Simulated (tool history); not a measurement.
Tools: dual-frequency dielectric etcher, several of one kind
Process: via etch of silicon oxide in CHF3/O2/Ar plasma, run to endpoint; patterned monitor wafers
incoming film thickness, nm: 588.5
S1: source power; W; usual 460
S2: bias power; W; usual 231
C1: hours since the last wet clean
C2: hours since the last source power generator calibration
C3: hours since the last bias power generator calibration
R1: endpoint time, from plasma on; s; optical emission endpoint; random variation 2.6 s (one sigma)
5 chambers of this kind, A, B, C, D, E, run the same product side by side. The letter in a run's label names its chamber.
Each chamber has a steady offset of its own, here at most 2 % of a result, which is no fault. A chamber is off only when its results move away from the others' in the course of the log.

{"run": "1A", "hour": 10.7, "S1": 460, "S2": 231, "C1": 200.8, "C2": 1030.8, "C3": 3111.7, "R1": 305.01}
{"run": "2B", "hour": 18.7, "S1": 460, "S2": 231, "C1": 208.0, "C2": 3096.0, "C3": 635.1, "R1": 308.09}
{"run": "3E", "hour": 30.1, "S1": 460, "S2": 231, "C1": 364.2, "C2": 1406.9, "C3": 67.4, "R1": 297.76}
{"run": "4D", "hour": 35.5, "S1": 460, "S2": 231, "C1": 266.0, "C2": 136.3, "C3": 3493.8, "R1": 304.18}
{"run": "5C", "hour": 44.4, "S1": 460, "S2": 231, "C1": 210.6, "C2": 1918.5, "C3": 2651.8, "R1": 310.72}
{"run": "6A", "hour": 53.6, "S1": 460, "S2": 231, "C1": 243.7, "C2": 1073.7, "C3": 3154.6, "R1": 303.45}
{"run": "7D", "hour": 58.8, "S1": 460, "S2": 231, "C1": 289.3, "C2": 159.6, "C3": 3517.1, "R1": 304.26}
{"run": "8B", "hour": 65.1, "S1": 460, "S2": 231, "C1": 254.4, "C2": 3142.4, "C3": 681.5, "R1": 300.66}
{"run": "9E", "hour": 76.1, "S1": 460, "S2": 231, "C1": 410.2, "C2": 1452.9, "C3": 113.4, "R1": 303.21}
{"run": "10C", "hour": 86.3, "S1": 460, "S2": 231, "C1": 252.5, "C2": 1960.4, "C3": 2693.7, "R1": 306.46}
{"run": "11C", "hour": 96.7, "S1": 460, "S2": 231, "C1": 262.9, "C2": 1970.8, "C3": 2704.1, "R1": 307.58}
{"run": "12D", "hour": 106.3, "S1": 460, "S2": 231, "C1": 336.8, "C2": 207.1, "C3": 3564.6, "R1": 308.24}
{"run": "13A", "hour": 117.5, "S1": 460, "S2": 231, "C1": 307.6, "C2": 1137.6, "C3": 3218.5, "R1": 301.78}
{"run": "14E", "hour": 123.5, "S1": 460, "S2": 231, "C1": 457.6, "C2": 1500.3, "C3": 160.8, "R1": 302.27}
{"run": "15B", "hour": 130.2, "S1": 460, "S2": 231, "C1": 319.5, "C2": 3207.5, "C3": 746.6, "R1": 306.68}
{"run": "16E", "hour": 141.7, "S1": 360, "S2": 276, "C1": 475.8, "C2": 1518.5, "C3": 179.0, "R1": 310.47}
{"run": "17D", "hour": 149.8, "S1": 360, "S2": 276, "C1": 380.3, "C2": 250.6, "C3": 3608.1, "R1": 307.77}
{"run": "18B", "hour": 159.5, "S1": 360, "S2": 276, "C1": 348.8, "C2": 3236.8, "C3": 775.9, "R1": 321.71}
{"hour": 163.8, "done": "chamber E: wet clean of the chamber"}
{"run": "19A", "hour": 165.2, "S1": 360, "S2": 276, "C1": 355.3, "C2": 1185.3, "C3": 3266.2, "R1": 315.49}
{"run": "20C", "hour": 171.2, "S1": 360, "S2": 276, "C1": 337.4, "C2": 2045.3, "C3": 2778.6, "R1": 310.66}
{"run": "21D", "hour": 180.1, "S1": 460, "S2": 231, "C1": 410.6, "C2": 280.9, "C3": 3638.4, "R1": 305.49}
{"run": "22A", "hour": 186.5, "S1": 460, "S2": 231, "C1": 376.6, "C2": 1206.6, "C3": 3287.5, "R1": 302.2}
{"run": "23C", "hour": 196.3, "S1": 460, "S2": 231, "C1": 362.5, "C2": 2070.4, "C3": 2803.7, "R1": 307.36}
{"run": "24B", "hour": 205.6, "S1": 460, "S2": 231, "C1": 394.9, "C2": 3282.9, "C3": 822.0, "R1": 304.57}
{"hour": 209.3, "done": "chamber B: wet clean of the chamber"}
{"hour": 211.9, "done": "chamber C: wet clean of the chamber"}
{"run": "25E", "hour": 214.6, "S1": 460, "S2": 231, "C1": 50.8, "C2": 1591.4, "C3": 251.9, "R1": 297.11}
{"run": "26E", "hour": 222.2, "S1": 460, "S2": 231, "C1": 58.4, "C2": 1599.0, "C3": 259.5, "R1": 302.14}
{"run": "27B", "hour": 233.7, "S1": 460, "S2": 231, "C1": 24.5, "C2": 3311.0, "C3": 850.1, "R1": 298.91}
{"hour": 235.0, "done": "chamber D: wet clean of the chamber"}
{"run": "28A", "hour": 239.4, "S1": 460, "S2": 231, "C1": 429.5, "C2": 1259.5, "C3": 3340.4, "R1": 297.53}
{"run": "29C", "hour": 247.1, "S1": 460, "S2": 231, "C1": 35.3, "C2": 2121.2, "C3": 2854.5, "R1": 307.25}
{"run": "30D", "hour": 253.6, "S1": 460, "S2": 231, "C1": 18.6, "C2": 354.4, "C3": 3711.9, "R1": 305.96}

Next, every chamber runs the same settings. What will each give?
{"run": "31A", "hour": 261.8, "S1": 460, "S2": 231, "R1": "?"}
{"run": "31B", "hour": 261.8, "S1": 460, "S2": 231, "R1": "?"}
{"run": "31C", "hour": 261.8, "S1": 460, "S2": 231, "R1": "?"}
{"run": "31D", "hour": 261.8, "S1": 460, "S2": 231, "R1": "?"}
{"run": "31E", "hour": 261.8, "S1": 460, "S2": 231, "R1": "?"}

run=31A R1=308.00
run=31B R1=305.18
run=31C R1=300.09
run=31D R1=298.75
run=31E R1=304.09

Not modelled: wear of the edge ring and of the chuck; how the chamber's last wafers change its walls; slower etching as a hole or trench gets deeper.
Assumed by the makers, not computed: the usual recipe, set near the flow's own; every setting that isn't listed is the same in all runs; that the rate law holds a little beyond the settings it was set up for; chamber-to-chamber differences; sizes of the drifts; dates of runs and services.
